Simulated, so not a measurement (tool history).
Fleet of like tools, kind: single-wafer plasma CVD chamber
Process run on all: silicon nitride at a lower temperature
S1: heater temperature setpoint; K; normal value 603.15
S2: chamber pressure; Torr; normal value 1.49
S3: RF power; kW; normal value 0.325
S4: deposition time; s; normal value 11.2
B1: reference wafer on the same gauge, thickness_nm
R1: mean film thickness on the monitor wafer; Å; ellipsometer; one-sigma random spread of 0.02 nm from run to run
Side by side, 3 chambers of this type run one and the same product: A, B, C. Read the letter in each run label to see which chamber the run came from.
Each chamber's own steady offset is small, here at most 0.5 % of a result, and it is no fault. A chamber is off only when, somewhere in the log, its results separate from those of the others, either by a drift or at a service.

run 1A hour=4.5 | S1=603.15 S2=1.49 S3=0.325 S4=11.2 | B1=15.897 | R1=137.89
run 2C hour=10.0 | S1=603.15 S2=1.49 S3=0.325 S4=11.2 | B1=15.893 | R1=136.62
run 3B hour=15.3 | S1=603.15 S2=1.49 S3=0.325 S4=11.2 | B1=15.892 | R1=137.64
run 4C hour=20.3 | S1=603.15 S2=1.49 S3=0.325 S4=11.2 | B1=15.886 | R1=136.34
run 5B hour=26.2 | S1=595.15 S2=1.49 S3=0.370 S4=11.2 | B1=15.881 | R1=150.30
run 6A hour=30.5 | S1=595.15 S2=1.49 S3=0.370 S4=11.2 | B1=15.874 | R1=149.84
run 7B hour=36.4 | S1=595.15 S2=1.49 S3=0.370 S4=11.2 | B1=15.873 | R1=149.90
run 8A hour=41.2 | S1=603.15 S2=1.49 S3=0.325 S4=11.2 | B1=15.870 | R1=137.53
run 9C hour=48.2 | S1=603.15 S2=1.49 S3=0.325 S4=11.2 | B1=15.860 | R1=136.46
run 10B hour=54.3 | S1=603.15 S2=1.49 S3=0.325 S4=11.2 | B1=15.857 | R1=137.16
run 11A hour=58.6 | S1=603.15 S2=1.49 S3=0.325 S4=11.2 | B1=15.857 | R1=137.53
run 12C hour=65.7 | S1=603.15 S2=1.49 S3=0.325 S4=11.2 | B1=15.846 | R1=136.05
run 13A hour=70.0 | S1=603.15 S2=1.49 S3=0.325 S4=11.2 | B1=15.842 | R1=137.34
run 14B hour=74.7 | S1=603.15 S2=1.49 S3=0.325 S4=11.2 | B1=15.846 | R1=137.58
run 15C hour=79.4 | S1=603.15 S2=1.49 S3=0.285 S4=11.2 | B1=15.832 | R1=124.96
run 16C hour=86.3 | S1=603.15 S2=1.49 S3=0.285 S4=11.2 | B1=15.830 | R1=124.73
run 17B hour=92.7 | S1=603.15 S2=1.49 S3=0.285 S4=11.2 | B1=15.823 | R1=125.64
run 18A hour=97.4 | S1=603.15 S2=1.49 S3=0.325 S4=11.2 | B1=15.820 | R1=137.07
run 19B hour=101.9 | S1=603.15 S2=1.49 S3=0.325 S4=11.2 | B1=15.824 | R1=137.05
run 20C hour=109.0 | S1=603.15 S2=1.49 S3=0.325 S4=11.2 | B1=15.804 | R1=135.65

Is one chamber out of step, is the gauge drifting, or do the chambers differ by no more than their own small offsets? For an off chamber, give its letter and the likeliest cause.

Every chamber seems to shift together because the gauge that measures them all drifts; the chambers themselves are fine.
Likeliest cause: gauge reads low (%) = 0.595.

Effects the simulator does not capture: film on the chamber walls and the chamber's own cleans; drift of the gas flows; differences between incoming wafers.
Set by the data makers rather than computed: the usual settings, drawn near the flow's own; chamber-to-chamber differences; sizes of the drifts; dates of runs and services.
